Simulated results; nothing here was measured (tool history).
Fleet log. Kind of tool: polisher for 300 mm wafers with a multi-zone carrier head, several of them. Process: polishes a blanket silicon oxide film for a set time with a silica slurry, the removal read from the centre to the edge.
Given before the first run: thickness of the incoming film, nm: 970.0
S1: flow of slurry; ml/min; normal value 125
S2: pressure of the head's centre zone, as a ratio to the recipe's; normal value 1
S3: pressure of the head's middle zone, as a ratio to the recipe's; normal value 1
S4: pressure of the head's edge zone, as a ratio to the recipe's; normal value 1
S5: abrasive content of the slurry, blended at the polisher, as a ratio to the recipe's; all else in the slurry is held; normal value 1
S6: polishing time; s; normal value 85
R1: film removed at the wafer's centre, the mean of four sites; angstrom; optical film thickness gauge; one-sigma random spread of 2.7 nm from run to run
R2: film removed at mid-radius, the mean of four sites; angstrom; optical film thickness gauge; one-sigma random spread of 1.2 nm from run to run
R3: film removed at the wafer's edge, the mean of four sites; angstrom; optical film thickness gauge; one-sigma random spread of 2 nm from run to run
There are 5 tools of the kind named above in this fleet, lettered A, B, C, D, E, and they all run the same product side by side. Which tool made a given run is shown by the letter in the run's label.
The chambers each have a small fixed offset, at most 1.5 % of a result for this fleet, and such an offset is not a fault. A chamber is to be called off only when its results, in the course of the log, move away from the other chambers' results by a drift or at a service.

| run | hour | S1 | S2 | S3 | S4 | S5 | S6 | R1 | R2 | R3 |
|---|---|---|---|---|---|---|---|---|---|---|
|  | 4.2 | chamber B: worn pad replaced by a new one |
|  | 6.8 | chamber A: centre zone pressure recalibrated |
| 1A | 9.4 | 125 | 1 | 1 | 1 | 1 | 85 | 1918 | 1984.8 | 1980.8 |
| 2C | 21 | 125 | 1 | 1 | 1 | 1 | 85 | 2040.3 | 1989.6 | 1971.2 |
|  | 22.1 | chamber C: centre zone pressure recalibrated |
| 3B | 32.1 | 125 | 1 | 1 | 1 | 1 | 85 | 1975.9 | 1971.8 | 1938.7 |
|  | 35.2 | chamber D: worn pad replaced by a new one |
|  | 37.2 | chamber A: worn pad replaced by a new one |
| 4D | 41.7 | 125 | 1 | 1 | 1 | 1 | 85 | 2011.2 | 1978.6 | 1986.8 |
|  | 45.9 | chamber E: worn pad replaced by a new one |
| 5E | 47.6 | 110 | 1 | 1 | 1.09 | 1 | 85 | 1920 | 1934.8 | 2005.4 |
|  | 49.8 | chamber C: worn pad replaced by a new one |
| 6E | 56.7 | 110 | 1 | 1 | 1.09 | 1 | 85 | 1926.6 | 1929.7 | 1997.3 |
| 7D | 63.2 | 110 | 1 | 1 | 1.09 | 1 | 85 | 1914.2 | 1921 | 1978.4 |
|  | 69.9 | chamber B: worn pad replaced by a new one |
| 8B | 70.8 | 110 | 1 | 1 | 1.09 | 1 | 85 | 1883.2 | 1935.4 | 2051.7 |
| 9A | 77.1 | 110 | 1 | 1 | 1.09 | 1 | 85 | 1913.2 | 1923.6 | 2016.6 |
| 10C | 86.5 | 125 | 1 | 1 | 1 | 1 | 85 | 2013.5 | 1975.8 | 1963 |
|  | 96.4 | chamber A: worn pad replaced by a new one |
| 11E | 97 | 125 | 0.89 | 1 | 1 | 1 | 85 | 1722.4 | 1995.2 | 1969.7 |
| 12B | 108.6 | 125 | 0.89 | 1 | 1 | 1 | 85 | 1695.3 | 1999.5 | 1971 |
|  | 115.1 | chamber E: worn pad replaced by a new one |
| 13D | 116.2 | 125 | 0.89 | 1 | 1 | 1 | 85 | 1706.3 | 1996.5 | 1966.6 |
| 14A | 123.4 | 125 | 0.89 | 1 | 1 | 1 | 85 | 1729.8 | 1983.6 | 1987.8 |
|  | 124.8 | chamber C: worn pad replaced by a new one |
| 15C | 132 | 125 | 0.89 | 1 | 1 | 1 | 85 | 1719.7 | 1962.9 | 1960 |
| 16C | 139.1 | 125 | 1 | 1 | 1 | 1 | 85 | 1993.7 | 1982.5 | 1975.2 |
|  | 143.7 | chamber B: worn pad replaced by a new one |
| 17A | 147.7 | 125 | 1 | 1.04 | 1 | 1 | 85 | 1987.5 | 2028.6 | 1958.1 |
|  | 155.3 | chamber A: worn pad replaced by a new one |
| 18B | 156 | 125 | 1 | 1.04 | 1 | 1 | 85 | 1924.2 | 2038.9 | 1982.9 |
|  | 163.4 | chamber D: worn pad replaced by a new one |
| 19E | 167.1 | 125 | 1 | 1.04 | 1 | 1 | 85 | 1977.7 | 2039.3 | 1947 |
|  | 173.7 | chamber A: edge zone pressure recalibrated |
| 20D | 177.3 | 125 | 1 | 1.04 | 1 | 1 | 85 | 2012.9 | 2065.3 | 1979.5 |
|  | 184.2 | chamber E: worn pad replaced by a new one |
| 21A | 187.9 | 125 | 1 | 1.04 | 1 | 1 | 85 | 1915.4 | 2039.3 | 1948.8 |
| 22E | 195.3 | 125 | 1 | 1 | 1 | 1 | 85 | 2025.1 | 1997.8 | 2003.3 |
|  | 195.5 | chamber C: worn pad replaced by a new one |
| 23C | 203.9 | 125 | 1 | 1 | 1 | 1 | 85 | 1950.5 | 1995.4 | 1970.5 |
|  | 206.1 | chamber B: worn pad replaced by a new one |
| 24D | 209 | 125 | 1 | 1 | 1 | 1 | 85 | 1977.8 | 1988.8 | 2012.5 |
|  | 216.8 | chamber A: worn pad replaced by a new one |
| 25B | 217.6 | 125 | 1 | 1 | 1 | 1 | 85 | 1917.8 | 1992.6 | 1986.9 |
| 26C | 223.2 | 125 | 1 | 1 | 1 | 1 | 85 | 1956.8 | 1977.4 | 1977.7 |
|  | 228.4 | chamber B: edge zone pressure recalibrated |
| 27B | 230.1 | 125 | 1 | 1 | 0.91 | 0.8 | 85 | 1672.3 | 1779.4 | 1719.9 |
| 28A | 240.2 | 125 | 1 | 1 | 0.91 | 0.8 | 85 | 1776 | 1744.1 | 1676.9 |
|  | 244.9 | chamber E: worn pad replaced by a new one |
| 29E | 250.1 | 125 | 1 | 1 | 0.91 | 0.8 | 85 | 1759.3 | 1796.6 | 1669.6 |
| 30D | 257.7 | 125 | 1 | 1 | 0.91 | 0.8 | 85 | 1791.6 | 1762.5 | 1696.4 |
|  | 260.2 | chamber C: worn pad replaced by a new one |
| 31B | 263.2 | 125 | 1 | 1 | 0.91 | 0.8 | 85 | 1647 | 1778.5 | 1697.5 |
|  | 267.4 | chamber B: worn pad replaced by a new one |
| 32C | 269.4 | 125 | 1 | 1 | 1 | 1 | 85 | 2010.1 | 1998.3 | 1960.2 |
|  | 273.6 | chamber A: worn pad replaced by a new one |
| 33A | 275 | 125 | 1 | 1 | 1 | 1 | 85 | 1960.4 | 1957.4 | 1965.6 |
| 34E | 280.3 | 125 | 1 | 1 | 1 | 1 | 85 | 1942.7 | 1998.2 | 2005.7 |
| 35D | 289.1 | 125 | 1 | 1 | 1 | 1.1 | 85 | 2037.3 | 2083.8 | 2068.2 |
| 36B | 295.2 | 125 | 1 | 1 | 1 | 1.1 | 85 | 1922 | 2046.3 | 2094.7 |
|  | 301.4 | chamber E: worn pad replaced by a new one |
|  | 302.7 | chamber D: worn pad replaced by a new one |
| 37E | 303.6 | 125 | 1 | 1 | 1 | 1.1 | 85 | 2071.3 | 2114.4 | 2060.8 |
| 38A | 313.9 | 125 | 1 | 1 | 1 | 1.1 | 85 | 2049.9 | 2056.5 | 2059.5 |
|  | 316.9 | chamber C: slurry nozzle cleaned |
| 39C | 324.1 | 125 | 1 | 1 | 1 | 1.1 | 85 | 2140.5 | 2049.3 | 2065.7 |
| 40D | 331.2 | 125 | 1 | 1 | 1 | 1 | 85 | 1966.7 | 1998 | 2006.7 |

Is one chamber off against the others, does the gauge drift, or is nothing wrong? If a chamber is off, say which, and what the likeliest cause is.

Chamber B drifts away from the others.
Cause: centre zone's pressure below its setpoint, % = 10.8.

Which of the 4 candidates below, each the usual settings with something changed and its results left as question marks, puts chamber B back in line with what the other chambers give on the usual settings?
In-line tolerance around the mean of the other chambers on the usual settings: R1 94 angstrom; R2 43 angstrom; R3 68 angstrom
| 41B-1 | 339.5 | 120 | 0.97 | 1.01 | 1.01 | 1 | 85 | ? | ? | ? |
| 41B-2 | 339.5 | 115 | 0.9 | 1.02 | 1.04 | 1 | 85 | ? | ? | ? |
| 41B-3 | 339.5 | 130 | 1.03 | 0.99 | 0.99 | 1 | 85 | ? | ? | ? |
| 41B-4 | 339.5 | 135 | 1.1 | 0.98 | 0.96 | 1 | 85 | ? | ? | ? |

What the other chambers average on the usual settings: R1 1968.8 angstrom; R2 1982.2 angstrom; R3 1970.1 angstrom
| run | R1 | R2 | R3 |
|---|---|---|---|
| 41B-1 | 1644.3 | 1962.7 | 1967.8 |
| 41B-2 | 1496.7 | 1960.8 | 1984.2 |
| 41B-3 | 1792.5 | 1962.2 | 1973 |
| 41B-4 | 1943 | 1959.4 | 1953 |
With 41B-4, the chamber falls back in line with the rest.

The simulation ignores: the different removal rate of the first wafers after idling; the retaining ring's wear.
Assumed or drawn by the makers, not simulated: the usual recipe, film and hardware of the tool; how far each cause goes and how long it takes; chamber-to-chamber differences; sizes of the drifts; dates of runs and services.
